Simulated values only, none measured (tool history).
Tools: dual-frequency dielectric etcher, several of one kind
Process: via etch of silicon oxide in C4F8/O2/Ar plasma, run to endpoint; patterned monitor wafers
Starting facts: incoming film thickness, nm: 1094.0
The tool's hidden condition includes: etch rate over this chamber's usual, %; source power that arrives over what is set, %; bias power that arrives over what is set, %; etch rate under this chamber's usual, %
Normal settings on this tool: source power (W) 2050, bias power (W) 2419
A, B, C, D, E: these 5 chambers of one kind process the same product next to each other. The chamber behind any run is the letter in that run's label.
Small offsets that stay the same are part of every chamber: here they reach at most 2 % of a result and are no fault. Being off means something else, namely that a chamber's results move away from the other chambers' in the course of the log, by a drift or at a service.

run	hour	source power (W)	bias power (W)	hours since the last wet clean	hours since the last source power generator calibration	hours since the last bias power generator calibration	endpoint time (s)
1E	5.5	2050	2419	60.5	95.7	136.2	197.07
2B	13.2	2050	2419	416.6	600.3	1289.2	202.38
3A	18.6	2050	2419	492.8	2575.7	428.3	200.28
4C	25.7	2050	2419	310.8	749	1648.2	202.88
# hour 31.7: chamber A: wet clean of the chamber
5D	33.3	2250	2419	175.2	2032.1	1457.2	194.92
6A	37.2	2250	2419	5.6	2594.3	446.9	191.88
7E	42.5	2250	2419	97.5	132.7	173.2	193.84
8D	48.4	2250	2419	190.3	2047.2	1472.3	193.28
9B	53.2	2250	2419	456.6	640.3	1329.2	194.03
10C	61.3	2050	2419	346.4	784.6	1683.8	201.45
11E	67.5	2050	2419	122.5	157.7	198.2	197.32
12C	72.9	2050	2419	358	796.2	1695.4	202.78
# hour 74.9: chamber B: wet clean of the chamber
13B	76.6	2050	2419	1.7	663.7	1352.6	203.22
# hour 78.7: chamber C: wet clean of the chamber
14A	84	2050	2419	52.4	2641.1	493.7	200.92
15D	87.7	2050	2419	229.6	2086.5	1511.6	201.97
16D	93.1	2050	2419	235	2091.9	1517	202.27
17E	97.6	2050	2419	152.6	187.8	228.3	199.06
18B	105.9	2050	2419	31	693	1381.9	204.17
19C	112	2050	2419	33.3	835.3	1734.5	203.89
20A	115.8	2050	2419	84.2	2672.9	525.5	199.17
21D	122.4	2050	2419	264.3	2121.2	1546.3	203.83
22E	129.8	2050	2419	184.8	220	260.5	199.26
23C	135.3	2050	2419	56.6	858.6	1757.8	202.05
24B	140.2	2350	2654	65.3	727.3	1416.2	186.26
25A	147.9	2350	2654	116.3	2705	557.6	185.24
26D	152.2	2350	2654	294.1	2151	1576.1	190.95
27C	155.8	2350	2654	77.1	879.1	1778.3	186.31
28B	161.7	2350	2654	86.8	748.8	1437.7	188.67
29E	167.4	2050	2419	222.4	257.6	298.1	201.55
30A	171.2	2050	2419	139.6	2728.3	580.9	198.02
31A	178	2050	2419	146.4	2735.1	587.7	199.54
32E	186.1	2050	2419	241.1	276.3	316.8	198.73
33B	192.2	2050	2419	117.3	779.3	1468.2	203.16
34D	196.8	2050	2419	338.7	2195.6	1620.7	208.97
35C	203.5	2050	2419	124.8	926.8	1826	199.28
36A	208.4	2050	2419	176.8	2765.5	618.1	199.91
37D	213.9	2050	2419	355.8	2212.7	1637.8	208.99
38E	219.8	2050	2419	274.8	310	350.5	199.4
39B	224.1	2050	2419	149.2	811.2	1500.1	204.24
40C	227.8	2050	2419	149.1	951.1	1850.3	203.27

For the next run the whole fleet of 5 chambers uses the same settings. Give each chamber's results:
41A	233.8	2050	2840				?
41B	233.8	2050	2840				?
41C	233.8	2050	2840				?
41D	233.8	2050	2840				?
41E	233.8	2050	2840				?

run	endpoint time (s)
41A	191.19
41B	192.8
41C	192.4
41D	201.72
41E	192
